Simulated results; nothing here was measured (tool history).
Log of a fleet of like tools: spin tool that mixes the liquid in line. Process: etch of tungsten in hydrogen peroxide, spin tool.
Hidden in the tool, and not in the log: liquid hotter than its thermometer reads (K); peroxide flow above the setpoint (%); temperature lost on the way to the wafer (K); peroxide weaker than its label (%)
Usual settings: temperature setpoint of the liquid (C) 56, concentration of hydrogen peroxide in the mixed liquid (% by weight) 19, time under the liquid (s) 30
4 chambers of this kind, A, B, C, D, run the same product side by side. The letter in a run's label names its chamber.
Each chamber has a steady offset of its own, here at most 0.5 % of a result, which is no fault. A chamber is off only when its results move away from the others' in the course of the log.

run	hour	temperature setpoint of the liquid (C)	concentration of hydrogen peroxide in the mixed liquid (% by weight)	time under the liquid (s)	hours since the thermometer was replaced	hours since the peroxide flow meter was replaced	hours since the heated supply line was repaired	hours since the drum of peroxide was connected	read-back film thickness of the tungsten reference wafer, read on the same gauge (nm)	thickness taken off the tungsten on a monitor wafer (angstrom)
1A	8.1	56	19	30	707.3	88.3	361.2	269.2	90.015	646.32
2C	16.8	56	19	30	253.2	101.2	2385.1	260.5	90.013	640.6
3D	31.4	56	19	30	980.6	1529.6	391.6	201.2	90.015	643.63
4B	47.2	56	19	30	827.5	1814	444.5	355.5	89.989	646.84
5C	58.8	56	19	30	295.2	143.2	2427.1	302.5	89.997	643.22
# hour 67: chamber A: new drum of peroxide connected
6D	72.2	56	19	30	1021.4	1570.4	432.4	242	90.046	645.09
7B	86.6	56	19	30	866.9	1853.4	483.9	394.9	89.985	646.63
8A	94.5	56	19	30	793.7	174.7	447.6	27.5	90.003	640.05
9B	104.9	56	19	30	885.2	1871.7	502.2	413.2	89.999	642.73
10A	117.6	56	19	30	816.8	197.8	470.7	50.6	89.998	642.28
11D	127.7	56	19	30	1076.9	1625.9	487.9	297.5	90.005	645.63
# hour 129.5: chamber C: heated supply line repaired
12C	141.8	56	19	30	378.2	226.2	12.4	385.5	90.028	639.16
13A	152.9	56	19	30	852.1	233.1	506	85.9	90.037	641.01
14B	163.9	56	19	30	944.2	1930.7	561.2	472.2	89.989	646.9
15D	175.9	56	19	30	1125.1	1674.1	536.1	345.7	89.953	641.91
16C	187.4	56	19	30	423.8	271.8	58	431.1	89.977	640.27
17A	200	56	19	30	899.2	280.2	553.1	133	89.994	637.56
18B	210.6	56	19	30	990.9	1977.4	607.9	518.9	90.023	641.9
19C	220	51	20.5	30	456.4	304.4	90.6	463.7	90.007	492.67
20D	228.9	51	20.5	30	1178.1	1727.1	589.1	398.7	89.944	492.67
21B	237.1	51	20.5	30	1017.4	2003.9	634.4	545.4	90.029	496.25
22D	249.6	51	20.5	30	1198.8	1747.8	609.8	419.4	89.997	494.29
23C	256.5	56	19	30	492.9	340.9	127.1	500.2	89.971	642.39
24A	263.5	56	19	30	962.7	343.7	616.6	196.5	90.056	633.22
25C	271.9	56	19	30	508.3	356.3	142.5	515.6	90.024	640.47
# hour 280.6: chamber D: peroxide flow meter replaced
26B	282.2	56	19	30	1062.5	2049	679.5	590.5	89.984	643.07
27D	293.3	56	19	30	1242.5	12.8	653.5	463.1	89.974	644.16
28A	305.8	56	19	30	1005	386	658.9	238.8	90.013	634.47
29D	315.5	56	19	30	1264.7	35	675.7	485.3	90.012	643.12
30A	325.9	56	19	30	1025.1	406.1	679	258.9	90.007	630.85
31B	339.4	56	19	30	1119.7	2106.2	736.7	647.7	90.037	644.73
32C	349.7	56	19	30	586.1	434.1	220.3	593.4	89.983	640.71
33D	362.9	56	19	30	1312.1	82.4	723.1	532.7	89.993	642.23
34B	377.6	56	19	30	1157.9	2144.4	774.9	685.9	90.029	645.11
35C	386.3	56	19	30	622.7	470.7	256.9	630	89.99	640.87
# hour 394.4: chamber A: peroxide flow meter replaced
36A	401.6	56	19	30	1100.8	7.2	754.7	334.6	89.961	628.31
37A	414.9	56	19	15	1114.1	20.5	768	347.9	89.978	313.03
38C	429.2	56	19	15	665.6	513.6	299.8	672.9	89.958	322.47
39B	436.2	56	19	15	1216.5	2203	833.5	744.5	90.01	321.32
40D	450.4	56	19	15	1399.6	169.9	810.6	620.2	90.003	321.42
41B	458.8	56	19	30	1239.1	2225.6	856.1	767.1	89.992	643.07

All 4 chambers run these settings next. Forecast each chamber's results:
42A	470.3	56	19	30						?
42B	470.3	56	19	30						?
42C	470.3	56	19	30						?
42D	470.3	56	19	30						?

run	thickness taken off the tungsten on a monitor wafer (angstrom)
42A	624.76
42B	644.61
42C	640.86
42D	640.44

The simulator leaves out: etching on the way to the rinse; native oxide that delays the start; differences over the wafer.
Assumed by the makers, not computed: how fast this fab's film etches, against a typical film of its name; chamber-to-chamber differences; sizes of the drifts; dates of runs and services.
